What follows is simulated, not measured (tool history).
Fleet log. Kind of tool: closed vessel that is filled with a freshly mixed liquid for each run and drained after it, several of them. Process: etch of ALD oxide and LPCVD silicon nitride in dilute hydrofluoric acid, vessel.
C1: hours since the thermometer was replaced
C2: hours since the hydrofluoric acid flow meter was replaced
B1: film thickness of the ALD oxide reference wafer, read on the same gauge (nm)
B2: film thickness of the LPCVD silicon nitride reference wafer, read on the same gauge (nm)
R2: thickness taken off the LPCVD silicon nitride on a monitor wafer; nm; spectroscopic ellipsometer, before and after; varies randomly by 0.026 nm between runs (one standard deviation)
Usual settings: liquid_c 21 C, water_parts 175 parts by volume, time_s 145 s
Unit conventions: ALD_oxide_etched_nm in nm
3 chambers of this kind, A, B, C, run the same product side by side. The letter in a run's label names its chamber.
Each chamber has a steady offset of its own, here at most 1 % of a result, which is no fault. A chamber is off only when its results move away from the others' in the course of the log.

run 1A hour=5.6 | liquid_c=21 water_parts=175 time_s=145 | C1=260.2 C2=169.6 | B1=30.014 B2=150.00 | ALD_oxide_etched_nm=21.972 R2=0.32441
run 2B hour=10.0 | liquid_c=21 water_parts=175 time_s=145 | C1=979.8 C2=1404.4 | B1=30.028 B2=149.99 | ALD_oxide_etched_nm=21.905 R2=0.38317
run 3C hour=18.2 | liquid_c=21 water_parts=175 time_s=145 | C1=714.0 C2=426.3 | B1=30.041 B2=150.02 | ALD_oxide_etched_nm=21.889 R2=0.37401
run 4A hour=24.2 | liquid_c=21 water_parts=175 time_s=145 | C1=278.8 C2=188.2 | B1=30.010 B2=150.02 | ALD_oxide_etched_nm=21.754 R2=0.30829
run 5B hour=31.5 | liquid_c=21 water_parts=175 time_s=145 | C1=1001.3 C2=1425.9 | B1=30.026 B2=149.96 | ALD_oxide_etched_nm=21.770 R2=0.37416
run 6C hour=39.9 | liquid_c=21 water_parts=175 time_s=145 | C1=735.7 C2=448.0 | B1=30.051 B2=150.03 | ALD_oxide_etched_nm=21.700 R2=0.33041
run 7C hour=44.4 | liquid_c=21 water_parts=175 time_s=145 | C1=740.2 C2=452.5 | B1=29.939 B2=150.00 | ALD_oxide_etched_nm=21.718 R2=0.35123
run 8A hour=52.9 | liquid_c=21 water_parts=175 time_s=145 | C1=307.5 C2=216.9 | B1=30.002 B2=150.00 | ALD_oxide_etched_nm=21.988 R2=0.30976
run 9B hour=58.8 | liquid_c=21 water_parts=175 time_s=145 | C1=1028.6 C2=1453.2 | B1=30.044 B2=149.99 | ALD_oxide_etched_nm=21.935 R2=0.37633
run 10A hour=66.1 | liquid_c=21 water_parts=175 time_s=145 | C1=320.7 C2=230.1 | B1=30.011 B2=149.97 | ALD_oxide_etched_nm=21.916 R2=0.35526
run 11C hour=70.4 | liquid_c=21 water_parts=175 time_s=145 | C1=766.2 C2=478.5 | B1=29.960 B2=150.00 | ALD_oxide_etched_nm=21.609 R2=0.36586
run 12B hour=78.6 | liquid_c=21 water_parts=175 time_s=145 | C1=1048.4 C2=1473.0 | B1=29.978 B2=150.01 | ALD_oxide_etched_nm=21.810 R2=0.37779
run 13C hour=86.9 | liquid_c=21 water_parts=175 time_s=145 | C1=782.7 C2=495.0 | B1=29.979 B2=150.03 | ALD_oxide_etched_nm=21.192 R2=0.36218
run 14A hour=95.1 | liquid_c=21 water_parts=175 time_s=230 | C1=349.7 C2=259.1 | B1=29.978 B2=150.00 | ALD_oxide_etched_nm=34.423 R2=0.58988
run 15B hour=99.7 | liquid_c=21 water_parts=175 time_s=230 | C1=1069.5 C2=1494.1 | B1=29.965 B2=149.98 | ALD_oxide_etched_nm=34.593 R2=0.57448
run 16B hour=105.8 | liquid_c=21 water_parts=175 time_s=230 | C1=1075.6 C2=1500.2 | B1=29.999 B2=150.00 | ALD_oxide_etched_nm=34.365 R2=0.52852
run 17A hour=114.3 | liquid_c=21 water_parts=175 time_s=145 | C1=368.9 C2=278.3 | B1=29.998 B2=150.00 | ALD_oxide_etched_nm=21.693 R2=0.35960
run 18C hour=121.6 | liquid_c=21 water_parts=175 time_s=145 | C1=817.4 C2=529.7 | B1=30.014 B2=149.99 | ALD_oxide_etched_nm=20.940 R2=0.35577
run 19C hour=127.8 | liquid_c=21 water_parts=175 time_s=145 | C1=823.6 C2=535.9 | B1=29.980 B2=150.00 | ALD_oxide_etched_nm=20.968 R2=0.35391
run 20A hour=132.1 | liquid_c=21 water_parts=175 time_s=145 | C1=386.7 C2=296.1 | B1=29.992 B2=150.03 | ALD_oxide_etched_nm=21.722 R2=0.34689
run 21B hour=137.4 | liquid_c=21 water_parts=175 time_s=145 | C1=1107.2 C2=1531.8 | B1=30.018 B2=150.00 | ALD_oxide_etched_nm=21.770 R2=0.35593
run 22A hour=146.1 | liquid_c=21 water_parts=175 time_s=145 | C1=400.7 C2=310.1 | B1=29.999 B2=150.01 | ALD_oxide_etched_nm=21.858 R2=0.38467

Predict what each chamber gives when all 3 of them run the settings below next.
run 23A hour=152.5 | liquid_c=21 water_parts=175 time_s=75 | ALD_oxide_etched_nm=? R2=?
run 23B hour=152.5 | liquid_c=21 water_parts=175 time_s=75 | ALD_oxide_etched_nm=? R2=?
run 23C hour=152.5 | liquid_c=21 water_parts=175 time_s=75 | ALD_oxide_etched_nm=? R2=?

run=23A ALD_oxide_etched_nm=11.240 R2=0.17893
run=23B ALD_oxide_etched_nm=11.341 R2=0.18755
run=23C ALD_oxide_etched_nm=10.668 R2=0.16382

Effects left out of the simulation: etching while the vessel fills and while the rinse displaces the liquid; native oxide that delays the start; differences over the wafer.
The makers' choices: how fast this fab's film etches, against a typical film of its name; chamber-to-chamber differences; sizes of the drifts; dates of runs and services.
